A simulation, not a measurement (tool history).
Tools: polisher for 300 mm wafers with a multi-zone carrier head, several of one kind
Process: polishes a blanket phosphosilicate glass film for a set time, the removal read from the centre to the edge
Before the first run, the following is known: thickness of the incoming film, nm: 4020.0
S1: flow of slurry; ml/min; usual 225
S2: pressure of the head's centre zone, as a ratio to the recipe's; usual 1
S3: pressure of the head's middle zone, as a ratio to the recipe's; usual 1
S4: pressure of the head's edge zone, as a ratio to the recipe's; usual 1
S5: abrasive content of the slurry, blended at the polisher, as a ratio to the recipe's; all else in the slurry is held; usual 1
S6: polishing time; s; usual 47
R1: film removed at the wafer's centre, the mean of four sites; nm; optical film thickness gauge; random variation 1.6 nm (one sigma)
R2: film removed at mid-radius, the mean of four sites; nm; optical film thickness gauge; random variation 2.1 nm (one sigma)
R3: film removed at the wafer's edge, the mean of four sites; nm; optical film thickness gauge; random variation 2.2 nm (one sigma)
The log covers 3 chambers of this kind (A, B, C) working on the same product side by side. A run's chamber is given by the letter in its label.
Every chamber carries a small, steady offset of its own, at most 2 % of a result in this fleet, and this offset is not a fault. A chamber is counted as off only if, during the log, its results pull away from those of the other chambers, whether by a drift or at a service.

run	day	S1	S2	S3	S4	S5	S6	R1	R2	R3
1C	0.338	225	1	1	1	1	47	181.25	184.29	183.29
2B	0.538	225	1	1	1	1	47	186.65	185.3	184.08
# day 0.612: chamber B: worn pad replaced by a new one
3A	0.708	225	1	1	1	1	47	182.74	187.1	184.49
4B	0.862	225	1	1	1	1	47	186.87	187.43	184.79
5A	1.183	225	1	1	1	1	47	185.7	182.59	184.48
6C	1.371	225	1.05	1	1	0.85	47	178.44	168.47	170.53
7B	1.671	225	1.05	1	1	0.85	47	184.25	170.18	172.11
# day 1.721: chamber C: worn pad replaced by a new one
# day 1.817: chamber B: slurry nozzle cleaned
8A	1.917	225	1.05	1	1	0.85	47	178.32	172.83	173.12
9C	2.196	225	1	1	1	1	47	184.15	185	184.87
10B	2.454	225	1	1	1	1	47	186.09	187.61	183.24
11C	2.7	225	1	1	1	1	47	183.81	182.19	182.73
# day 2.875: chamber B: centre zone pressure recalibrated
12A	2.967	225	1	1	1	1	47	183.55	181.28	185.13
13B	3.254	225	1	1	1	1.1	47	173.73	195.6	193.73
14A	3.496	225	1	1	1	1.1	47	190.31	193.18	194.63
# day 3.575: chamber A: worn pad replaced by a new one
15C	3.817	225	1	1	1	1.1	47	189.1	190.09	192.32
16A	4.058	225	1	1	1	1	61	240.12	240.14	244.08
17B	4.412	225	1	1	1	1	61	217	234.45	239.56
18C	4.621	225	1	1	1	1	61	233.93	237.76	238.79
19C	4.883	225	1	1	1	1	47	183.13	183.43	182.41
20A	5.179	225	1	1	0.93	1	47	185.08	186.44	174.86
21B	5.333	225	1	1	0.93	1	47	165.54	185.13	176.87
22A	5.638	225	1	1	0.93	1	47	181.92	186.72	178.26
23C	5.838	250	1	1	0.94	1	47	183.36	187.67	177.96
24B	6.062	250	1	1	0.94	1	47	169.66	186.34	181.84
25B	6.396	250	1	1	0.94	1	47	170.39	188.76	177.8
26A	6.588	225	1	0.96	1	1	47	182.62	174.55	184.79
27C	6.867	225	1	0.96	1	1	47	182.15	176.72	181.13

Next, all 3 chambers run the settings below, one line each with question marks for the results. What does each chamber give?
28A	7.117	225	1	1	1	1	47	?	?	?
28B	7.117	225	1	1	1	1	47	?	?	?
28C	7.117	225	1	1	1	1	47	?	?	?

run	R1	R2	R3
28A	184.48	183.51	186.64
28B	168.13	181.6	188.78
28C	181.16	183.12	186.18
